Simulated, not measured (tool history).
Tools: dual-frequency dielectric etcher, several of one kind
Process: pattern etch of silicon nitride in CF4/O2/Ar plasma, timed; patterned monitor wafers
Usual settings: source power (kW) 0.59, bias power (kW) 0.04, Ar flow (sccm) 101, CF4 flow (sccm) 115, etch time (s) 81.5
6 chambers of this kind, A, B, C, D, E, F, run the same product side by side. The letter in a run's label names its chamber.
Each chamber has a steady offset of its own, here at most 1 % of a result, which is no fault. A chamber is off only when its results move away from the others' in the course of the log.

run	day	source power (kW)	bias power (kW)	Ar flow (sccm)	CF4 flow (sccm)	etch time (s)	read-back reference wafer on the same gauge, depth_nm	mean etch depth across the wafer (nm)
# day 0.029: chamber A: wet clean of the chamber
1B	0.125	0.59	0.04	101	115	81.5	197.97	169.6
2D	0.35	0.59	0.04	101	115	81.5	198.06	167.8
3A	0.462	0.59	0.04	101	115	81.5	198.04	166.64
4F	0.642	0.59	0.04	101	115	81.5	198.12	168.71
5E	0.792	0.59	0.04	101	115	81.5	198.1	167.83
6C	0.942	0.59	0.04	101	115	81.5	198.07	168.37
7C	1.162	0.59	0.04	101	115	81.5	198.11	168.35
8A	1.317	0.59	0.04	101	115	81.5	198.25	166.51
9D	1.554	0.59	0.05	101	94	81.5	198.16	176.94
10E	1.767	0.59	0.05	101	94	81.5	198.21	177.36
11B	1.975	0.59	0.05	101	94	81.5	198.27	179.04
12F	2.112	0.59	0.05	101	94	81.5	198.22	178.16
13D	2.325	0.59	0.05	101	94	81.5	198.29	177.25
14F	2.533	0.59	0.05	101	94	81.5	198.21	178.44
15B	2.65	0.59	0.04	101	115	95.5	198.32	198.95
# day 2.7: chamber C: wet clean of the chamber
16E	2.854	0.59	0.04	101	115	95.5	198.34	197.32
17A	3.042	0.59	0.04	101	115	95.5	198.32	196.04
18C	3.246	0.59	0.04	101	115	95.5	198.32	197.63
19A	3.488	0.59	0.04	101	115	95.5	198.38	196.01
20C	3.671	0.59	0.04	101	115	95.5	198.44	197.27
21E	3.812	0.59	0.04	101	115	81.5	198.5	168.61
22D	3.946	0.59	0.037	80	115	81.5	198.44	168.33
23F	4.158	0.59	0.037	80	115	81.5	198.53	169.73
24B	4.379	0.59	0.037	80	115	81.5	198.53	170.11
25B	4.508	0.59	0.037	80	115	81.5	198.58	170.48
26A	4.65	0.59	0.037	80	115	81.5	198.53	167.99
27F	4.812	0.59	0.037	80	115	81.5	198.57	170
28E	5.004	0.59	0.04	101	115	81.5	198.62	168.74
29C	5.204	0.59	0.04	117	90	81.5	198.58	159.62
30D	5.392	0.59	0.04	117	90	81.5	198.61	159.26
31A	5.629	0.59	0.04	117	90	81.5	198.7	158.5
32C	5.867	0.59	0.04	117	90	81.5	198.72	159.57
33F	6.025	0.59	0.04	117	90	81.5	198.64	160.19
# day 6.062: chamber C: CF4 flow controller replaced
34D	6.204	0.59	0.04	117	90	81.5	198.73	159.19
35B	6.388	0.59	0.04	101	115	81.5	198.77	170.19
# day 6.442: chamber E: wet clean of the chamber
# day 6.504: chamber F: wet clean of the chamber
36E	6.546	0.59	0.04	101	115	81.5	198.8	168.71
37B	6.704	0.59	0.04	101	115	81.5	198.78	170.18
38E	6.812	0.59	0.04	101	115	81.5	198.76	168.74
39C	7.058	0.59	0.04	101	115	81.5	198.89	168.73
40A	7.288	0.59	0.04	101	105	64	198.91	130.26
41F	7.529	0.59	0.04	101	105	64	198.93	131.29
42D	7.725	0.59	0.04	101	105	64	199	130.84
43F	7.846	0.59	0.04	101	105	64	198.96	131.66
44E	8.029	0.59	0.04	101	105	64	198.99	130.98

All 6 chambers run these settings next. Forecast each chamber's results:
45A	8.208	0.59	0.04	101	115	81.5		?
45B	8.208	0.59	0.04	101	115	81.5		?
45C	8.208	0.59	0.04	101	115	81.5		?
45D	8.208	0.59	0.04	101	115	81.5		?
45E	8.208	0.59	0.04	101	115	81.5		?
45F	8.208	0.59	0.04	101	115	81.5		?

run	mean etch depth across the wafer (nm)
45A	167.64
45B	170.43
45C	169.16
45D	168.1
45E	168.97
45F	169.96
